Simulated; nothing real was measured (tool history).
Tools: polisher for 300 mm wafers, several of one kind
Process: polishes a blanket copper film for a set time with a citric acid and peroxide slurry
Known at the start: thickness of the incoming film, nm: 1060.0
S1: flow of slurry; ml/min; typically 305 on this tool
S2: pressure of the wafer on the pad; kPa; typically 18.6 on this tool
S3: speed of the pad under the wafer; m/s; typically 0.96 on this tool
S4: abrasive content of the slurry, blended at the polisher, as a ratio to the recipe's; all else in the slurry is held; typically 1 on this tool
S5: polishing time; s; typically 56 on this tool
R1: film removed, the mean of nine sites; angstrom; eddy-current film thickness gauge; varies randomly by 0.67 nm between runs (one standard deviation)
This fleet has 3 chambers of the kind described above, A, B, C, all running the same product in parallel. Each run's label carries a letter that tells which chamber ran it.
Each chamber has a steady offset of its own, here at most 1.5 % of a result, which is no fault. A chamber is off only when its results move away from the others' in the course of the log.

run   hour   S1    S2    S3    S4  S5      R1
 1B    9.8  305  18.6  0.96     1  56  998.27
 2A   20.7  305  18.6  0.96     1  56  999.39
      22.2  -- chamber A: worn pad replaced by a new one
 3C   30.6  305  18.6  0.96     1  56  998.96
      35.3  -- chamber B: worn pad replaced by a new one
      38.3  -- chamber C: worn pad replaced by a new one
 4B     40  305  18.6  0.96     1  56  992.84
 5C   46.1  305  18.6  0.68   0.9  56  716.55
 6A     53  305  18.6  0.68   0.9  56  696.22
 7B   63.7  305  18.6  0.68   0.9  56  685.64
      69.4  -- chamber C: slurry blender recalibrated
 8C   70.3  305  18.6  0.96     1  56  1011.5
 9A   77.4  305  18.6  0.96     1  56  984.85
10B     86  305  18.6  0.96     1  56  975.28
11C   92.4  305  18.6  0.96     1  56  1011.9
12A   99.9  305  18.6  0.96     1  56  978.04
     105.8  -- chamber C: slurry nozzle cleaned
     109.1  -- chamber B: worn pad replaced by a new one
13C    110  305  18.6  0.96     1  56  1022.9
14B  118.4  305  18.6  0.96     1  56  965.15
     119.7  -- chamber C: worn pad replaced by a new one
     123.7  -- chamber A: worn pad replaced by a new one
15A    124  305  18.6  0.96     1  56  985.54
16B  131.7  305  18.6  0.96     1  56   970.7
17A  140.1  305  18.6  0.96     1  56  997.07
18C  146.3  305  23.4  0.96     1  56    1261
19A  154.9  305  23.4  0.96     1  56  1244.8
20C  164.2  305  23.4  0.96     1  56  1266.8
21B  174.6  305  18.6  0.96     1  56  962.38
     179.3  -- chamber B: worn pad replaced by a new one
22A  184.5  305  18.6  0.96     1  56  978.72
     191.1  -- chamber A: slurry blender recalibrated
23B  191.9  305  18.6  0.96     1  56  969.98
     196.8  -- chamber C: worn pad replaced by a new one
24C  200.7  305  18.6  0.96     1  56  997.72
25A    209  305  18.6  0.96     1  56  992.95
     209.6  -- chamber A: slurry nozzle cleaned
26B  218.1  305  18.6  0.96     1  56  953.92
     227.1  -- chamber A: worn pad replaced by a new one
27C  227.8  305  18.6  0.96     1  56  1004.4
28A  235.5  305  18.6  0.96     1  56   987.5
29C  241.1  305  18.6  0.96     1  56  1002.2
30B  249.8  305  18.6  0.96  0.75  56  889.69
     258.5  -- chamber B: worn pad replaced by a new one
31B    260  305  18.6  0.96  0.75  56  882.51
     260.7  -- chamber C: worn pad replaced by a new one
32C  265.7  305  18.6  0.96  0.75  56  945.75
33A  274.6  305  18.6  0.96     1  56  990.06
34A  279.7  305  18.6  0.96     1  56  991.73
35B  284.6  305  18.6  0.96     1  56  937.41

Read the log: is a single chamber off, either drifting away or since a service, is the gauge that measures every chamber drifting, or is nothing wrong beyond small per-chamber offsets? Name any odd chamber and what most likely caused it.

Little by little, chamber B moves away from the other chambers.
Most likely cause: abrasive missing from the slurry, % = 26.
The log might look much the same if the cause were instead: slurry flow missing at the pad, %; head's pressure below its setpoint, %.

Chamber B could run next with any of the 4 candidate recipes listed below; each alters the usual settings, and their results appear as question marks. Which one brings its results back in line with what the other chambers deliver on the usual settings?
In-line tolerance around the mean of the other chambers on the usual settings: R1 23 angstrom
36B-1  292.5  350  18.6  0.96  1.25  56   ?
36B-2  292.5  305  17.9  0.96     1  54   ?
36B-3  292.5  305  18.6  0.96     1  55   ?
36B-4  292.5  305  18.6  0.98     1  56   ?

Other chambers, usual settings, mean: R1 998.11 angstrom
  run      R1
36B-1  985.91
36B-2  865.02
36B-3  913.44
36B-4  949.02
36B-1 is the one that brings the chamber's results back in line with the other chambers.
